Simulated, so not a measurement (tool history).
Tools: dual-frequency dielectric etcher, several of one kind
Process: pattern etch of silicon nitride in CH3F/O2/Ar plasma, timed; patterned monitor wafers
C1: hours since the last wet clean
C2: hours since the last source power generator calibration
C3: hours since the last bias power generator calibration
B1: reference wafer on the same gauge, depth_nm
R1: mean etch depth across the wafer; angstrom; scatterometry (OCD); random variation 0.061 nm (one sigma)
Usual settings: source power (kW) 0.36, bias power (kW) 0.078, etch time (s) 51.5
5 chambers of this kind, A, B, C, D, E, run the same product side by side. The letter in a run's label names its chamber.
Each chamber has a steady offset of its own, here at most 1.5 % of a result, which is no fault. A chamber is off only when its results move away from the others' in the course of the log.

{"run": "1E", "hour": 2.1, "source power (kW)": 0.36, "bias power (kW)": 0.078, "etch time (s)": 51.5, "C1": 446.5, "C2": 53, "C3": 783.6, "B1": 35.087, "R1": 352.25}
{"run": "2D", "hour": 5.8, "source power (kW)": 0.36, "bias power (kW)": 0.078, "etch time (s)": 51.5, "C1": 446.5, "C2": 1489.1, "C3": 30.4, "B1": 35.082, "R1": 356.01}
{"run": "3C", "hour": 8.3, "source power (kW)": 0.36, "bias power (kW)": 0.078, "etch time (s)": 51.5, "C1": 324.5, "C2": 3114.7, "C3": 3119.4, "B1": 35.085, "R1": 355.97}
{"run": "4B", "hour": 11.2, "source power (kW)": 0.36, "bias power (kW)": 0.078, "etch time (s)": 51.5, "C1": 104.6, "C2": 3050.3, "C3": 1048.8, "B1": 35.076, "R1": 354.93}
{"run": "5A", "hour": 14.4, "source power (kW)": 0.28, "bias power (kW)": 0.069, "etch time (s)": 51.5, "C1": 155.9, "C2": 79.6, "C3": 183.6, "B1": 35.071, "R1": 310.19}
{"run": "6A", "hour": 17.3, "source power (kW)": 0.28, "bias power (kW)": 0.069, "etch time (s)": 51.5, "C1": 158.8, "C2": 82.5, "C3": 186.5, "B1": 35.053, "R1": 311.08}
{"run": "7C", "hour": 19.7, "source power (kW)": 0.28, "bias power (kW)": 0.069, "etch time (s)": 51.5, "C1": 335.9, "C2": 3126.1, "C3": 3130.8, "B1": 35.045, "R1": 309.58}
{"run": "8D", "hour": 24.2, "source power (kW)": 0.28, "bias power (kW)": 0.069, "etch time (s)": 51.5, "C1": 464.9, "C2": 1507.5, "C3": 48.8, "B1": 35.052, "R1": 309.24}
{"run": "9B", "hour": 27.3, "source power (kW)": 0.28, "bias power (kW)": 0.069, "etch time (s)": 51.5, "C1": 120.7, "C2": 3066.4, "C3": 1064.9, "B1": 35.027, "R1": 308.92}
{"run": "10E", "hour": 30.1, "source power (kW)": 0.36, "bias power (kW)": 0.078, "etch time (s)": 51.5, "C1": 474.5, "C2": 81, "C3": 811.6, "B1": 35.022, "R1": 351.47}
{"run": "11D", "hour": 33.1, "source power (kW)": 0.36, "bias power (kW)": 0.078, "etch time (s)": 51.5, "C1": 473.8, "C2": 1516.4, "C3": 57.7, "B1": 35.016, "R1": 354.92}
{"hour": 35.4, "done": "chamber E: wet clean of the chamber"}
{"run": "12C", "hour": 36.6, "source power (kW)": 0.36, "bias power (kW)": 0.078, "etch time (s)": 51.5, "C1": 352.8, "C2": 3143, "C3": 3147.7, "B1": 35.015, "R1": 353.79}
{"run": "13E", "hour": 39.2, "source power (kW)": 0.36, "bias power (kW)": 0.078, "etch time (s)": 51.5, "C1": 3.9, "C2": 90.1, "C3": 820.7, "B1": 35.019, "R1": 352.54}
{"run": "14A", "hour": 43.0, "source power (kW)": 0.36, "bias power (kW)": 0.078, "etch time (s)": 51.5, "C1": 184.5, "C2": 108.2, "C3": 212.2, "B1": 34.993, "R1": 354.18}
{"run": "15B", "hour": 46.4, "source power (kW)": 0.36, "bias power (kW)": 0.078, "etch time (s)": 51.5, "C1": 139.8, "C2": 3085.5, "C3": 1084, "B1": 34.985, "R1": 353.73}
{"run": "16A", "hour": 49.3, "source power (kW)": 0.36, "bias power (kW)": 0.078, "etch time (s)": 51.5, "C1": 190.8, "C2": 114.5, "C3": 218.5, "B1": 34.986, "R1": 355}
{"hour": 50.9, "done": "chamber D: wet clean of the chamber"}
{"run": "17B", "hour": 53.0, "source power (kW)": 0.36, "bias power (kW)": 0.078, "etch time (s)": 51.5, "C1": 146.4, "C2": 3092.1, "C3": 1090.6, "B1": 34.985, "R1": 353.78}
{"run": "18E", "hour": 56.1, "source power (kW)": 0.36, "bias power (kW)": 0.078, "etch time (s)": 51.5, "C1": 20.8, "C2": 107, "C3": 837.6, "B1": 34.959, "R1": 350.18}
{"run": "19D", "hour": 59.7, "source power (kW)": 0.36, "bias power (kW)": 0.078, "etch time (s)": 51.5, "C1": 8.8, "C2": 1543, "C3": 84.3, "B1": 34.967, "R1": 352.4}
{"run": "20C", "hour": 63.7, "source power (kW)": 0.43, "bias power (kW)": 0.078, "etch time (s)": 51.5, "C1": 379.9, "C2": 3170.1, "C3": 3174.8, "B1": 34.953, "R1": 377.62}
{"run": "21A", "hour": 66.7, "source power (kW)": 0.43, "bias power (kW)": 0.078, "etch time (s)": 51.5, "C1": 208.2, "C2": 131.9, "C3": 235.9, "B1": 34.934, "R1": 379.05}
{"run": "22D", "hour": 68.8, "source power (kW)": 0.43, "bias power (kW)": 0.078, "etch time (s)": 51.5, "C1": 17.9, "C2": 1552.1, "C3": 93.4, "B1": 34.935, "R1": 377.75}
{"run": "23C", "hour": 72.6, "source power (kW)": 0.43, "bias power (kW)": 0.078, "etch time (s)": 51.5, "C1": 388.8, "C2": 3179, "C3": 3183.7, "B1": 34.914, "R1": 379.24}
{"run": "24B", "hour": 75.3, "source power (kW)": 0.43, "bias power (kW)": 0.078, "etch time (s)": 51.5, "C1": 168.7, "C2": 3114.4, "C3": 1112.9, "B1": 34.921, "R1": 377.9}
{"run": "25E", "hour": 78.6, "source power (kW)": 0.36, "bias power (kW)": 0.078, "etch time (s)": 51.5, "C1": 43.3, "C2": 129.5, "C3": 860.1, "B1": 34.924, "R1": 349.78}
{"run": "26D", "hour": 81.6, "source power (kW)": 0.36, "bias power (kW)": 0.078, "etch time (s)": 51.5, "C1": 30.7, "C2": 1564.9, "C3": 106.2, "B1": 34.902, "R1": 352.52}
{"run": "27B", "hour": 85.3, "source power (kW)": 0.36, "bias power (kW)": 0.078, "etch time (s)": 51.5, "C1": 178.7, "C2": 3124.4, "C3": 1122.9, "B1": 34.887, "R1": 353.32}
{"run": "28C", "hour": 87.6, "source power (kW)": 0.36, "bias power (kW)": 0.078, "etch time (s)": 51.5, "C1": 403.8, "C2": 3194, "C3": 3198.7, "B1": 34.902, "R1": 354.18}
{"run": "29A", "hour": 91.5, "source power (kW)": 0.36, "bias power (kW)": 0.078, "etch time (s)": 51.5, "C1": 233, "C2": 156.7, "C3": 260.7, "B1": 34.876, "R1": 354.18}
{"run": "30E", "hour": 94.7, "source power (kW)": 0.36, "bias power (kW)": 0.078, "etch time (s)": 51.5, "C1": 59.4, "C2": 145.6, "C3": 876.2, "B1": 34.889, "R1": 350.61}
{"run": "31D", "hour": 99.1, "source power (kW)": 0.36, "bias power (kW)": 0.078, "etch time (s)": 51.5, "C1": 48.2, "C2": 1582.4, "C3": 123.7, "B1": 34.881, "R1": 350.94}
{"run": "32C", "hour": 101.6, "source power (kW)": 0.36, "bias power (kW)": 0.078, "etch time (s)": 51.5, "C1": 417.8, "C2": 3208, "C3": 3212.7, "B1": 34.864, "R1": 354.45}

Is one chamber off against the others, does the gauge drift, or is nothing wrong? If a chamber is off, say which, and what the likeliest cause is.

The gauge drifts, so all chambers seem to drift together. No chamber is off.
Cause: gauge reads low (%) = 0.701.
